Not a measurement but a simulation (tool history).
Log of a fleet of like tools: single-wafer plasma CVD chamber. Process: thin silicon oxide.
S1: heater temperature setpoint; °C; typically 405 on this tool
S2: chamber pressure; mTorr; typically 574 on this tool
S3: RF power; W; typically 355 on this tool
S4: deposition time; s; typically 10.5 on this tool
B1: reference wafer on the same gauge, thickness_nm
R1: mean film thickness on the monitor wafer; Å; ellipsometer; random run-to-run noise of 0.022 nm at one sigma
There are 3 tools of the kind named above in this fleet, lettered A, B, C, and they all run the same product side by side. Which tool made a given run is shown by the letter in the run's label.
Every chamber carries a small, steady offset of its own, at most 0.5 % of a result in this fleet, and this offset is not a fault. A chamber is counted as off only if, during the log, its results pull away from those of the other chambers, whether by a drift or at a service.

{"run": "1C", "hour": 13.5, "S1": 405, "S2": 574, "S3": 355, "S4": 10.5, "B1": 15.904, "R1": 145.26}
{"run": "2A", "hour": 26.9, "S1": 405, "S2": 574, "S3": 355, "S4": 10.5, "B1": 15.907, "R1": 145.83}
{"run": "3B", "hour": 42.1, "S1": 405, "S2": 574, "S3": 355, "S4": 10.5, "B1": 15.908, "R1": 145.36}
{"run": "4C", "hour": 56.4, "S1": 405, "S2": 574, "S3": 355, "S4": 10.5, "B1": 15.912, "R1": 145.43}
{"run": "5A", "hour": 66.6, "S1": 405, "S2": 574, "S3": 355, "S4": 10.5, "B1": 15.916, "R1": 145.82}
{"hour": 75.7, "done": "chamber C: capacitance manometer re-zeroed and calibrated"}
{"run": "6B", "hour": 79.2, "S1": 405, "S2": 574, "S3": 355, "S4": 10.5, "B1": 15.919, "R1": 145.22}
{"run": "7A", "hour": 94.8, "S1": 405, "S2": 574, "S3": 355, "S4": 10.5, "B1": 15.919, "R1": 146.16}
{"run": "8C", "hour": 103.8, "S1": 405, "S2": 574, "S3": 355, "S4": 10.5, "B1": 15.924, "R1": 145.74}
{"run": "9B", "hour": 119.4, "S1": 405, "S2": 574, "S3": 355, "S4": 10.5, "B1": 15.927, "R1": 144.73}
{"run": "10A", "hour": 132.1, "S1": 405, "S2": 574, "S3": 355, "S4": 10.5, "B1": 15.926, "R1": 145.99}
{"run": "11B", "hour": 141.8, "S1": 405, "S2": 574, "S3": 355, "S4": 10.5, "B1": 15.924, "R1": 145.18}
{"run": "12C", "hour": 152.9, "S1": 405, "S2": 574, "S3": 355, "S4": 10.5, "B1": 15.928, "R1": 145.91}
{"run": "13B", "hour": 168.7, "S1": 405, "S2": 574, "S3": 355, "S4": 10.5, "B1": 15.947, "R1": 145.07}
{"run": "14A", "hour": 184.6, "S1": 397, "S2": 574, "S3": 425, "S4": 10.5, "B1": 15.941, "R1": 156.66}
{"run": "15C", "hour": 195.0, "S1": 397, "S2": 574, "S3": 425, "S4": 10.5, "B1": 15.939, "R1": 156.5}
{"run": "16C", "hour": 207.8, "S1": 397, "S2": 574, "S3": 425, "S4": 10.5, "B1": 15.947, "R1": 156.32}
{"run": "17B", "hour": 219.8, "S1": 405, "S2": 574, "S3": 355, "S4": 10.5, "B1": 15.952, "R1": 145.51}
{"run": "18A", "hour": 228.6, "S1": 405, "S2": 574, "S3": 355, "S4": 10.5, "B1": 15.952, "R1": 145.89}
{"run": "19A", "hour": 241.4, "S1": 405, "S2": 574, "S3": 355, "S4": 10.5, "B1": 15.96, "R1": 146.47}
{"run": "20C", "hour": 252.8, "S1": 405, "S2": 574, "S3": 355, "S4": 10.5, "B1": 15.957, "R1": 145.75}
{"run": "21B", "hour": 263.9, "S1": 410, "S2": 574, "S3": 355, "S4": 10.5, "B1": 15.963, "R1": 144.92}
{"run": "22B", "hour": 279.9, "S1": 410, "S2": 574, "S3": 355, "S4": 10.5, "B1": 15.963, "R1": 144.92}
{"run": "23A", "hour": 289.3, "S1": 410, "S2": 574, "S3": 355, "S4": 10.5, "B1": 15.964, "R1": 146.43}
{"run": "24C", "hour": 296.3, "S1": 400, "S2": 574, "S3": 325, "S4": 10.5, "B1": 15.966, "R1": 141.69}
{"hour": 301.2, "done": "chamber B: thermocouple changed; heater temperature recalibrated"}
{"hour": 304.5, "done": "chamber C: RF generator calibrated"}
{"run": "25B", "hour": 309.5, "S1": 400, "S2": 574, "S3": 325, "S4": 10.5, "B1": 15.967, "R1": 141.04}
{"run": "26C", "hour": 320.4, "S1": 400, "S2": 574, "S3": 325, "S4": 10.5, "B1": 15.965, "R1": 141.8}
{"hour": 329.0, "done": "chamber C: thermocouple changed; heater temperature recalibrated"}
{"run": "27A", "hour": 333.4, "S1": 405, "S2": 574, "S3": 355, "S4": 10.5, "B1": 15.973, "R1": 146.54}
{"run": "28A", "hour": 342.9, "S1": 405, "S2": 574, "S3": 355, "S4": 10.5, "B1": 15.972, "R1": 146.67}
{"run": "29C", "hour": 355.9, "S1": 405, "S2": 574, "S3": 355, "S4": 10.5, "B1": 15.976, "R1": 145.78}
{"run": "30B", "hour": 370.9, "S1": 395, "S2": 574, "S3": 355, "S4": 12.5, "B1": 15.986, "R1": 174.69}
{"run": "31A", "hour": 383.4, "S1": 395, "S2": 574, "S3": 355, "S4": 12.5, "B1": 15.982, "R1": 175.35}
{"run": "32C", "hour": 393.8, "S1": 395, "S2": 574, "S3": 355, "S4": 12.5, "B1": 15.981, "R1": 175.11}
{"run": "33B", "hour": 410.1, "S1": 405, "S2": 574, "S3": 355, "S4": 10.5, "B1": 15.987, "R1": 145.85}
{"run": "34A", "hour": 421.6, "S1": 405, "S2": 574, "S3": 355, "S4": 10.5, "B1": 15.989, "R1": 146.6}
{"run": "35B", "hour": 434.2, "S1": 405, "S2": 574, "S3": 355, "S4": 10.5, "B1": 15.995, "R1": 145.97}

All chambers now run identical settings, listed one chamber a line with results as question marks. What results will each chamber show?
{"run": "36A", "hour": 445.9, "S1": 405, "S2": 574, "S3": 325, "S4": 10.5, "R1": "?"}
{"run": "36B", "hour": 445.9, "S1": 405, "S2": 574, "S3": 325, "S4": 10.5, "R1": "?"}
{"run": "36C", "hour": 445.9, "S1": 405, "S2": 574, "S3": 325, "S4": 10.5, "R1": "?"}

run=36A R1=141.61
run=36B R1=140.95
run=36C R1=141.04

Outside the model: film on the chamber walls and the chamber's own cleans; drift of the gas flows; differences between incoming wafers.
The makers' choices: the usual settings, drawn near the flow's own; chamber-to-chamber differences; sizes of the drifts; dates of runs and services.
